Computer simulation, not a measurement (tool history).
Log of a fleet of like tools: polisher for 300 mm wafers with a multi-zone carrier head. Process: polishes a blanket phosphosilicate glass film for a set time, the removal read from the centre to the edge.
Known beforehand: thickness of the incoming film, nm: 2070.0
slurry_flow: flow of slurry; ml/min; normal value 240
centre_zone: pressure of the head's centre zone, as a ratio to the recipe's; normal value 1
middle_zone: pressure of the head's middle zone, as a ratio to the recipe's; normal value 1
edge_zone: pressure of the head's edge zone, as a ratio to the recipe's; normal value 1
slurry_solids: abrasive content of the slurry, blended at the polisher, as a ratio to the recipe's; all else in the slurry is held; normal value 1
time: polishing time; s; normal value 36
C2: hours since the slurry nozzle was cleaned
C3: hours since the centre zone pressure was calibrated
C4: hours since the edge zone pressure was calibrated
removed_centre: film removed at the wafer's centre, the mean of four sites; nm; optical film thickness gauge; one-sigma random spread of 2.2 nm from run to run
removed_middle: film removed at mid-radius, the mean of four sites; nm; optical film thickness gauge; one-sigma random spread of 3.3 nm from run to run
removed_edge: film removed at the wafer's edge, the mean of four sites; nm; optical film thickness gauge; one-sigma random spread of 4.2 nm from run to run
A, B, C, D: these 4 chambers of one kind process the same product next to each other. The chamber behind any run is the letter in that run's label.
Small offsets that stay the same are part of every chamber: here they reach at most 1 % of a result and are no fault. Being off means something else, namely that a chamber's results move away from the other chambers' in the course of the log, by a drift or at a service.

Run 1C, hour 3.6: usual settings; wafers polished on this pad 506; C2 425.7; C3 160.7; C4 889.7. Result: removed_centre 281.4 nm, removed_middle 283.77 nm, removed_edge 278.79 nm.
At hour 4.7: chamber D: slurry nozzle cleaned.
At hour 4.9: chamber C: worn pad replaced by a new one.
Run 2D, hour 8.8: usual settings; wafers polished on this pad 569; C2 4.1; C3 184.5; C4 504. Result: removed_centre 283.66 nm, removed_middle 280.68 nm, removed_edge 281.18 nm.
Run 3A, hour 11.7: usual settings; wafers polished on this pad 857; C2 107.1; C3 1274.5; C4 480.4. Result: removed_centre 282.19 nm, removed_middle 278.37 nm, removed_edge 278.82 nm.
Run 4B, hour 15.3: usual settings; wafers polished on this pad 972; C2 48.5; C3 101.4; C4 813.1. Result: removed_centre 283.24 nm, removed_middle 287.64 nm, removed_edge 271.79 nm.
At hour 16.2: chamber D: worn pad replaced by a new one.
Run 5B, hour 19.3: usual settings; wafers polished on this pad 1033; C2 52.5; C3 105.4; C4 817.1. Result: removed_centre 284.82 nm, removed_middle 287.11 nm, removed_edge 282.13 nm.
Run 6A, hour 23: usual settings; wafers polished on this pad 1028; C2 118.4; C3 1285.8; C4 491.7. Result: removed_centre 282.07 nm, removed_middle 283.14 nm, removed_edge 285.51 nm.
Run 7D, hour 27.3: usual settings but slurry_solids 1.25; wafers polished on this pad 169; C2 22.6; C3 203; C4 522.5. Result: removed_centre 310.49 nm, removed_middle 312.31 nm, removed_edge 308.5 nm.
Run 8C, hour 32.1: usual settings but slurry_solids 1.25; wafers polished on this pad 412; C2 454.2; C3 189.2; C4 918.2. Result: removed_centre 311.79 nm, removed_middle 310.38 nm, removed_edge 313.28 nm.
Run 9A, hour 37.2: usual settings but slurry_solids 1.25; wafers polished on this pad 1243; C2 132.6; C3 1300; C4 505.9. Result: removed_centre 310.65 nm, removed_middle 306.7 nm, removed_edge 309.09 nm.
At hour 39.4: chamber A: worn pad replaced by a new one.
Run 10C, hour 39.7: usual settings but slurry_solids 1.25; wafers polished on this pad 527; C2 461.8; C3 196.8; C4 925.8. Result: removed_centre 313.09 nm, removed_middle 308.15 nm, removed_edge 320.26 nm.
At hour 44: chamber C: worn pad replaced by a new one.
Run 11B, hour 45.1: usual settings; wafers polished on this pad 1424; C2 78.3; C3 131.2; C4 842.9. Result: removed_centre 285.99 nm, removed_middle 287.75 nm, removed_edge 283.39 nm.
At hour 45.3: chamber B: worn pad replaced by a new one.
Run 12D, hour 48.8: usual settings; wafers polished on this pad 495; C2 44.1; C3 224.5; C4 544. Result: removed_centre 282.84 nm, removed_middle 275.64 nm, removed_edge 282.02 nm.
Run 13C, hour 52.5: usual settings; wafers polished on this pad 129; C2 474.6; C3 209.6; C4 938.6. Result: removed_centre 281.03 nm, removed_middle 281.97 nm, removed_edge 286.59 nm.
Run 14B, hour 55.4: usual settings; wafers polished on this pad 154; C2 88.6; C3 141.5; C4 853.2. Result: removed_centre 283.2 nm, removed_middle 285.08 nm, removed_edge 289.14 nm.
At hour 55.8: chamber D: worn pad replaced by a new one.
At hour 57.1: chamber C: slurry nozzle cleaned.
Run 15A, hour 60.6: usual settings; wafers polished on this pad 321; C2 156; C3 1323.4; C4 529.3. Result: removed_centre 282.6 nm, removed_middle 283.44 nm, removed_edge 290.54 nm.
Run 16D, hour 66.1: usual settings but centre_zone 0.92; wafers polished on this pad 157; C2 61.4; C3 241.8; C4 561.3. Result: removed_centre 259.91 nm, removed_middle 282.6 nm, removed_edge 286.61 nm.
Run 17B, hour 70.4: usual settings but centre_zone 0.92; wafers polished on this pad 381; C2 103.6; C3 156.5; C4 868.2. Result: removed_centre 263.49 nm, removed_middle 283.94 nm, removed_edge 283.61 nm.
Run 18C, hour 75: usual settings but centre_zone 0.92; wafers polished on this pad 470; C2 18; C3 232.1; C4 961.1. Result: removed_centre 257.94 nm, removed_middle 276.9 nm, removed_edge 283.88 nm.
Run 19D, hour 78.4: usual settings but centre_zone 0.92; wafers polished on this pad 343; C2 73.7; C3 254.1; C4 573.6. Result: removed_centre 263.82 nm, removed_middle 274.53 nm, removed_edge 285.79 nm.
At hour 79.2: chamber A: centre zone pressure recalibrated.
At hour 81.3: chamber C: worn pad replaced by a new one.
Run 20A, hour 82.1: usual settings; wafers polished on this pad 647; C2 177.5; C3 2.9; C4 550.8. Result: removed_centre 307.53 nm, removed_middle 282.75 nm, removed_edge 290.23 nm.
Run 21A, hour 86.4: usual settings; wafers polished on this pad 712; C2 181.8; C3 7.2; C4 555.1. Result: removed_centre 301.86 nm, removed_middle 280.04 nm, removed_edge 288.92 nm.
Run 22D, hour 90.8: usual settings; wafers polished on this pad 531; C2 86.1; C3 266.5; C4 586. Result: removed_centre 282.86 nm, removed_middle 277.86 nm, removed_edge 287.34 nm.
Run 23B, hour 95.2: usual settings; wafers polished on this pad 757; C2 128.4; C3 181.3; C4 893. Result: removed_centre 286.14 nm, removed_middle 285.67 nm, removed_edge 286.35 nm.
At hour 96.4: chamber D: worn pad replaced by a new one.
Run 24C, hour 98.1: usual settings; wafers polished on this pad 255; C2 41.1; C3 255.2; C4 984.2. Result: removed_centre 282.99 nm, removed_middle 279.41 nm, removed_edge 284.25 nm.
At hour 98.8: chamber B: edge zone pressure recalibrated.
Run 25D, hour 102.3: usual settings but slurry_flow 305 ml/min, slurry_solids 0.85; wafers polished on this pad 89; C2 97.6; C3 278; C4 597.5. Result: removed_centre 269.55 nm, removed_middle 271.54 nm, removed_edge 270.26 nm.
Run 26A, hour 105.3: usual settings but slurry_flow 305 ml/min, slurry_solids 0.85; wafers polished on this pad 999; C2 200.7; C3 26.1; C4 574. Result: removed_centre 291.01 nm, removed_middle 267.2 nm, removed_edge 268.74 nm.
Run 27C, hour 110: usual settings but slurry_flow 305 ml/min, slurry_solids 0.85; wafers polished on this pad 435; C2 53; C3 267.1; C4 996.1. Result: removed_centre 269.68 nm, removed_middle 266.34 nm, removed_edge 268.48 nm.
At hour 112.5: chamber C: worn pad replaced by a new one.
Run 28B, hour 112.9: usual settings but slurry_flow 305 ml/min, slurry_solids 0.85; wafers polished on this pad 1026; C2 146.1; C3 199; C4 14.1. Result: removed_centre 271.43 nm, removed_middle 275.06 nm, removed_edge 268.79 nm.
Run 29C, hour 115.7: usual settings but middle_zone 1.11; wafers polished on this pad 49; C2 58.7; C3 272.8; C4 1001.8. Result: removed_centre 284.49 nm, removed_middle 313.02 nm, removed_edge 275.02 nm.
Run 30B, hour 120: usual settings but middle_zone 1.11; wafers polished on this pad 1133; C2 153.2; C3 206.1; C4 21.2. Result: removed_centre 284.99 nm, removed_middle 311.85 nm, removed_edge 289.68 nm.
Run 31A, hour 125.2: usual settings but middle_zone 1.11; wafers polished on this pad 1300; C2 220.6; C3 46; C4 593.9. Result: removed_centre 304.25 nm, removed_middle 306.97 nm, removed_edge 287.34 nm.
Run 32D, hour 129.1: usual settings but middle_zone 1.11; wafers polished on this pad 496; C2 124.4; C3 304.8; C4 624.3. Result: removed_centre 282.44 nm, removed_middle 306.99 nm, removed_edge 285.86 nm.
At hour 129.4: chamber A: worn pad replaced by a new one.
Run 33D, hour 132.7: usual settings; wafers polished on this pad 550; C2 128; C3 308.4; C4 627.9. Result: removed_centre 283.35 nm, removed_middle 277.04 nm, removed_edge 284.7 nm.
At hour 136.1: chamber D: worn pad replaced by a new one.
Run 34A, hour 138.5: usual settings but edge_zone 1.12; wafers polished on this pad 138; C2 233.9; C3 59.3; C4 607.2. Result: removed_centre 310.09 nm, removed_middle 285.48 nm, removed_edge 305.99 nm.
Run 35C, hour 143.9: usual settings but edge_zone 1.12; wafers polished on this pad 476; C2 86.9; C3 301; C4 1030. Result: removed_centre 284.06 nm, removed_middle 286.73 nm, removed_edge 300.87 nm.
At hour 147.7: chamber C: worn pad replaced by a new one.
Run 36B, hour 148.3: usual settings but edge_zone 1.12; wafers polished on this pad 1562; C2 181.5; C3 234.4; C4 49.5. Result: removed_centre 282.08 nm, removed_middle 288.81 nm, removed_edge 311.12 nm.
At hour 148.6: chamber B: worn pad replaced by a new one.
Run 37A, hour 152.6: usual settings but edge_zone 1.12; wafers polished on this pad 352; C2 248; C3 73.4; C4 621.3. Result: removed_centre 303.99 nm, removed_middle 279.27 nm, removed_edge 312.29 nm.
Run 38B, hour 157.1: usual settings; wafers polished on this pad 129; C2 190.3; C3 243.2; C4 58.3. Result: removed_centre 284.44 nm, removed_middle 287.52 nm, removed_edge 282.72 nm.
Run 39D, hour 161.3: usual settings; wafers polished on this pad 383; C2 156.6; C3 337; C4 656.5. Result: removed_centre 284.9 nm, removed_middle 280.61 nm, removed_edge 283.61 nm.
Run 40C, hour 164.7: usual settings; wafers polished on this pad 258; C2 107.7; C3 321.8; C4 1050.8. Result: removed_centre 283.83 nm, removed_middle 277.33 nm, removed_edge 289.31 nm.
Run 41C, hour 168.5: usual settings; wafers polished on this pad 315; C2 111.5; C3 325.6; C4 1054.6. Result: removed_centre 284.11 nm, removed_middle 285.04 nm, removed_edge 281.6 nm.
Run 42A, hour 172.3: usual settings; wafers polished on this pad 651; C2 267.7; C3 93.1; C4 641. Result: removed_centre 303.88 nm, removed_middle 285.01 nm, removed_edge 287.5 nm.

Is one chamber out of step, is the gauge drifting, or do the chambers differ by no more than their own small offsets? For an off chamber, give its letter and the likeliest cause.

Chamber A came out of a service off from its peers and stayed that way.
Most likely cause: centre zone's pressure above its setpoint, % = 7.5.

Below are 4 candidate recipes for chamber A's next run, each the usual settings with a change, their results shown as question marks. Which of them brings A's results back in line with what the other chambers give on the usual settings?
Maximum distance from the other chambers' mean on the usual settings for a result to count as in line: removed_centre 7.7 nm; removed_middle 12 nm; removed_edge 15 nm
Run 43A-1, hour 176.5: usual settings but centre_zone 1.02, middle_zone 0.99, edge_zone 0.99. Result: removed_centre ?, removed_middle ?, removed_edge ?.
Run 43A-2, hour 176.5: usual settings but slurry_flow 245 ml/min, centre_zone 1.06, middle_zone 0.98, edge_zone 0.98. Result: removed_centre ?, removed_middle ?, removed_edge ?.
Run 43A-3, hour 176.5: usual settings but slurry_flow 235 ml/min, centre_zone 0.94, middle_zone 1.02, edge_zone 1.02. Result: removed_centre ?, removed_middle ?, removed_edge ?.
Run 43A-4, hour 176.5: usual settings but centre_zone 0.98, middle_zone 1.01, edge_zone 1.01. Result: removed_centre ?, removed_middle ?, removed_edge ?.

What the other chambers average on the usual settings: removed_centre 284.13 nm; removed_middle 283.05 nm; removed_edge 283.41 nm
  run  removed_centre  removed_middle  removed_edge
43A-1           313.1          278.48        280.99
43A-2          327.11          276.47        280.05
43A-3          286.08          285.73        284.78
43A-4          300.01          283.77        283.88
The right change is 43A-3: it brings the chamber back within the allowed miss of the others.
